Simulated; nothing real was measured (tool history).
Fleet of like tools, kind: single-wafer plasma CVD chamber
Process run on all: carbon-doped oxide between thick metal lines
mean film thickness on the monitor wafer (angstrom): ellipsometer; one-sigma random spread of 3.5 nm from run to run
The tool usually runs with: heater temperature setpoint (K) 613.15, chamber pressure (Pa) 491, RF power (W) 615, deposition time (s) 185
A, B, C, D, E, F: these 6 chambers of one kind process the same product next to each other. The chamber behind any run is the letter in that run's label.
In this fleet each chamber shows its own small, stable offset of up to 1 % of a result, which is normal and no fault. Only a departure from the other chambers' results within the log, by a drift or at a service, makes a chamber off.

run	hour	heater temperature setpoint (K)	chamber pressure (Pa)	RF power (W)	deposition time (s)	hours since the last thermocouple change	hours since the last RF generator calibration	hours since the last manometer calibration	read-back reference wafer on the same gauge, thickness_nm	mean film thickness on the monitor wafer (angstrom)
1D	9.7	613.15	491	615	185	114.2	1343.1	531.2	1150.1	10327
2B	20.6	613.15	491	615	185	1488	959.2	928.1	1149.7	10338
3E	28.8	613.15	491	615	185	2400.7	616	1156.5	1150.2	10368
4C	40.6	613.15	491	615	185	632.8	1140.2	1263.6	1150.5	10463
5F	50.6	613.15	491	615	185	840.3	411.5	949.9	1150.6	10512
6A	58.2	613.15	491	615	185	1010.2	1298.7	1285.4	1149.8	10237
7F	70.9	613.15	491	615	185	860.6	431.8	970.2	1148.9	10428
8C	80.7	613.15	491	615	185	672.9	1180.3	1303.7	1150	10416
9B	93.1	613.15	491	615	185	1560.5	1031.7	1000.6	1150.7	10377
# hour 96.7: chamber C: RF generator calibrated
10D	102.1	613.15	491	615	185	206.6	1435.5	623.6	1150.9	10320
11E	112.1	613.15	491	615	185	2484	699.3	1239.8	1149.4	10369
12A	123.4	613.15	491	615	185	1075.4	1363.9	1350.6	1149.9	10231
13A	138.6	613.15	491	615	208	1090.6	1379.1	1365.8	1150.1	11517
14D	149.4	613.15	491	615	208	253.9	1482.8	670.9	1150	11630
# hour 151.8: chamber B: capacitance manometer re-zeroed and calibrated
15C	158.8	613.15	491	615	208	751	62.2	1381.8	1149.9	11695
16F	166.9	613.15	491	615	208	956.6	527.8	1066.2	1150.5	11765
17B	182.1	613.15	491	615	208	1649.5	1120.7	30.3	1149.8	11593
18E	192.4	613.15	491	615	208	2564.3	779.6	1320.1	1150.3	11672
19F	201.8	613.15	491	615	185	991.5	562.7	1101.1	1150	10428
# hour 204.7: chamber E: capacitance manometer re-zeroed and calibrated
20D	214.6	613.15	491	615	185	319.1	1548	736.1	1149.4	10272
21A	222.8	613.15	491	615	185	1174.8	1463.3	1450	1149.6	10227
22E	237.1	613.15	491	615	185	2609	824.3	32.5	1149.4	10374
23C	250.2	613.15	491	615	185	842.4	153.6	1473.2	1151	10365
24B	263	613.15	491	615	185	1730.4	1201.6	111.2	1150.1	10377
25C	277.9	613.15	491	615	185	870.1	181.3	1500.9	1150.6	10390
26E	292.2	613.15	491	615	185	2664.1	879.4	87.6	1150	10328
# hour 305.4: chamber A: thermocouple changed; heater temperature recalibrated
27D	307.4	613.15	491	615	185	411.9	1640.8	828.9	1149.9	10277
# hour 307.5: chamber B: thermocouple changed; heater temperature recalibrated
28B	321.1	613.15	491	735	201	13.6	1259.7	169.3	1149.8	12439
# hour 327.2: chamber D: RF generator calibrated
# hour 329.3: chamber A: RF generator calibrated
29F	332.6	613.15	491	735	201	1122.3	693.5	1231.9	1150.7	12585
30A	344	613.15	491	735	201	38.7	14.8	1571.2	1150.1	12458
31E	359.1	613.15	491	735	201	2731	946.3	154.5	1149.5	12427
32A	373.9	613.15	491	735	201	68.6	44.7	1601.1	1150.2	12319
33D	385.6	613.15	491	735	201	490.1	58.5	907.1	1150.8	12512
34C	397.7	613.15	491	615	185	989.9	301.1	1620.7	1150.2	10357
35B	413.7	613.15	415	615	185	106.2	1352.3	261.9	1151.1	10181
36F	425.5	613.15	415	615	185	1215.2	786.4	1324.8	1149.8	10188
37A	432.9	613.15	415	615	185	127.6	103.7	1660.1	1149.2	9996.6
38E	441.6	613.15	415	615	185	2813.5	1028.8	237	1149.9	10137
39C	455.1	613.15	415	615	185	1047.3	358.5	1678.1	1150	10218

Next, every chamber runs the same settings. What will each give?
40A	466.7	613.15	491	615	215					?
40B	466.7	613.15	491	615	215					?
40C	466.7	613.15	491	615	215					?
40D	466.7	613.15	491	615	215					?
40E	466.7	613.15	491	615	215					?
40F	466.7	613.15	491	615	215					?

run	mean film thickness on the monitor wafer (angstrom)
40A	11914
40B	11994
40C	12090
40D	12010
40E	11994
40F	12165
